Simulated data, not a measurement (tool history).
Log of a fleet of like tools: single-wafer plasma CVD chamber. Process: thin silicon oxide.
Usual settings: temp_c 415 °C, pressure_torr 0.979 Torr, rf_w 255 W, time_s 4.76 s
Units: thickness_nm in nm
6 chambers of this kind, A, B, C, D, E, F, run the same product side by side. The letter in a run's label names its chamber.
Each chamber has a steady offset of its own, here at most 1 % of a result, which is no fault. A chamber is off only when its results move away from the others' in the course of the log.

run,day,temp_c,pressure_torr,rf_w,time_s,"read-back reference wafer on the same gauge, thickness_nm",thickness_nm
# day 0.125: chamber C: thermocouple changed; heater temperature recalibrated
# day 0.288: chamber F: thermocouple changed; heater temperature recalibrated
1E,0.542,415,0.979,255,4.76,11.209,9.577
2A,0.979,415,0.979,255,4.76,11.211,9.5841
3B,1.271,415,0.979,255,4.76,11.211,9.634
4F,1.6,415,0.979,255,4.76,11.204,9.6765
5C,2.1,415,0.979,255,4.76,11.219,9.5803
6D,2.658,415,0.979,255,4.76,11.206,9.586
7C,3.183,415,0.979,255,4.76,11.199,9.5982
8B,3.717,415,0.979,255,4.76,11.214,9.5667
9D,4.054,415,0.979,255,4.76,11.205,9.5914
# day 4.217: chamber C: capacitance manometer re-zeroed and calibrated
10F,4.554,415,0.979,255,4.76,11.206,9.6375
11E,5.004,415,0.979,255,4.37,11.205,8.8269
12A,5.308,415,0.979,255,4.37,11.218,8.8567
13F,5.579,415,0.979,255,4.37,11.197,8.9256
14C,5.821,415,0.979,255,4.37,11.214,8.8463
15A,6.317,415,0.979,255,4.37,11.215,8.8301
16E,6.833,415,0.979,255,4.37,11.198,8.7951
17D,7.379,415,0.979,255,4.76,11.214,9.544
18B,7.629,415,0.979,255,4.76,11.21,9.6407
19B,7.962,415,0.979,255,4.76,11.2,9.5833
20A,8.279,415,0.979,255,4.76,11.203,9.604
21D,8.529,415,0.979,255,4.76,11.213,9.5672
22F,8.958,415,0.979,255,4.76,11.213,9.6249
23C,9.204,415,0.979,255,4.76,11.21,9.5237
24E,9.508,415,0.979,255,4.76,11.222,9.5552
25E,9.788,415,0.979,255,4.76,11.21,9.6043
26A,10.092,415,0.979,255,4.76,11.211,9.6169
27B,10.604,415,0.979,255,4.76,11.202,9.6224
28D,10.946,407,0.979,285,4.76,11.216,10.065
29C,11.212,407,0.979,285,4.76,11.21,10.175
30F,11.588,407,0.979,285,4.76,11.209,10.209
31D,11.867,407,0.979,285,4.76,11.206,10.121
32E,12.367,407,0.979,285,4.76,11.205,10.053
# day 12.45: chamber A: thermocouple changed; heater temperature recalibrated
33B,12.775,407,0.979,285,4.76,11.209,10.117
34F,13.108,415,0.979,255,4.76,11.218,9.7385
35C,13.354,415,0.979,305,4.76,11.216,10.359
36A,13.708,415,0.979,305,4.76,11.214,10.345
37F,14.262,415,0.979,305,4.76,11.209,10.465
38C,14.642,415,0.979,305,4.76,11.216,10.388
39B,15,415,0.979,305,4.76,11.216,10.366
40D,15.292,415,0.979,305,4.76,11.213,10.275
41E,15.75,415,0.979,255,4.76,11.216,9.6005
42A,16.096,415,0.979,255,4.76,11.214,9.5694

All 6 chambers run these settings next. Forecast each chamber's results:
43A,16.496,415,0.979,255,4.76,,?
43B,16.496,415,0.979,255,4.76,,?
43C,16.496,415,0.979,255,4.76,,?
43D,16.496,415,0.979,255,4.76,,?
43E,16.496,415,0.979,255,4.76,,?
43F,16.496,415,0.979,255,4.76,,?

run,thickness_nm
43A,9.6229
43B,9.6699
43C,9.606
43D,9.5172
43E,9.5604
43F,9.6645
